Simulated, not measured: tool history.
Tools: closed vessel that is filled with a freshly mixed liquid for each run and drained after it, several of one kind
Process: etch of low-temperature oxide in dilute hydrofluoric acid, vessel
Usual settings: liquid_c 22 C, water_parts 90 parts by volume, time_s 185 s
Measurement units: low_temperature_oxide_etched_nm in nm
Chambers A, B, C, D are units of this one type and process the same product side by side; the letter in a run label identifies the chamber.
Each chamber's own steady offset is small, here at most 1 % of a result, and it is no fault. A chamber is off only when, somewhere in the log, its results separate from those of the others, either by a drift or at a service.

run,hour,liquid_c,water_parts,time_s,hours since the thermometer was replaced,hours since the hydrofluoric acid flow meter was replaced,"read-back film thickness of the low-temperature oxide reference wafer, read on the same gauge (nm)",low_temperature_oxide_etched_nm
1B,8.1,22,90,185,1650.8,1107.9,89.99,48.526
2D,14.1,22,90,185,369.7,1402.6,89.97,48.685
3C,23.5,22,90,185,136.5,319.6,89.989,49.318
4A,28.3,22,90,185,994.6,457.5,90.055,49.028
5B,35.3,18,65,185,1678,1135.1,90.01,59.209
6C,40.7,18,65,185,153.7,336.8,90.017,58.636
7D,50.7,18,65,185,406.3,1439.2,90.034,59.262
8A,59.7,18,65,185,1026,488.9,89.973,59.866
9C,69.4,22,90,185,182.4,365.5,89.984,48.704
10D,76.3,22,90,185,431.9,1464.8,90.001,49.233
11A,80.7,22,90,185,1047,509.9,90.021,48.962
# hour 84.8: chamber B: thermometer replaced
12B,90.4,24,90,265,5.6,1190.2,90.002,75.889
13D,95.7,24,90,265,451.3,1484.2,89.998,77.348
14C,105.6,24,90,265,218.6,401.7,89.988,76.691
15B,110.9,24,90,265,26.1,1210.7,89.978,76.933
16A,116,22,90,185,1082.3,545.2,89.99,49.271
17A,123,22,90,185,1089.3,552.2,90.022,49.225
18C,131.4,22,90,185,244.4,427.5,90.009,48.794
19B,140.6,22,90,185,55.8,1240.4,90.033,48.588
20D,146.1,22,90,185,501.7,1534.6,90.004,49.265
21A,150.5,22,105,290,1116.8,579.7,90.061,64.633
22B,157.1,22,105,290,72.3,1256.9,90.018,64.766
23D,165.6,22,105,290,521.2,1554.1,90.011,64.494
24C,172.8,22,105,290,285.8,468.9,89.992,64.865
25B,178.9,22,90,185,94.1,1278.7,89.992,49.868
26A,185.7,22,90,185,1152,614.9,89.979,49.239
27D,190.5,22,90,185,546.1,1579,89.971,49.084
28C,199.7,22,90,185,312.7,495.8,89.964,49.439
29B,206.6,22,90,185,121.8,1306.4,90.014,49.011
30A,215.9,17.5,90,220,1182.2,645.1,90.005,48.733
31C,223,17.5,90,220,336,519.1,90.005,48.344
# hour 225.6: chamber A: hydrofluoric acid flow meter replaced
32D,227.6,17.5,90,220,583.2,1616.1,89.996,48.714
33B,233.2,17.5,90,220,148.4,1333,89.999,47.92
34C,237.6,22,90,185,350.6,533.7,89.999,49.946
35D,242.1,22,90,185,597.7,1630.6,89.968,49.8
36A,249.8,22,90,185,1216.1,24.2,90.022,48.669
37A,255.6,22,90,185,1221.9,30,90.007,50.08
38D,263.3,22,90,185,618.9,1651.8,90.052,49.547
39B,269.1,22,90,185,184.3,1368.9,89.976,49.274
40C,276.7,22,90,185,389.7,572.8,90.028,49.217

For the next run the whole fleet of 4 chambers uses the same settings. Give each chamber's results:
41A,284,17.5,90,185,,,,?
41B,284,17.5,90,185,,,,?
41C,284,17.5,90,185,,,,?
41D,284,17.5,90,185,,,,?

run,low_temperature_oxide_etched_nm
41A,40.996
41B,40.536
41C,40.803
41D,41.497
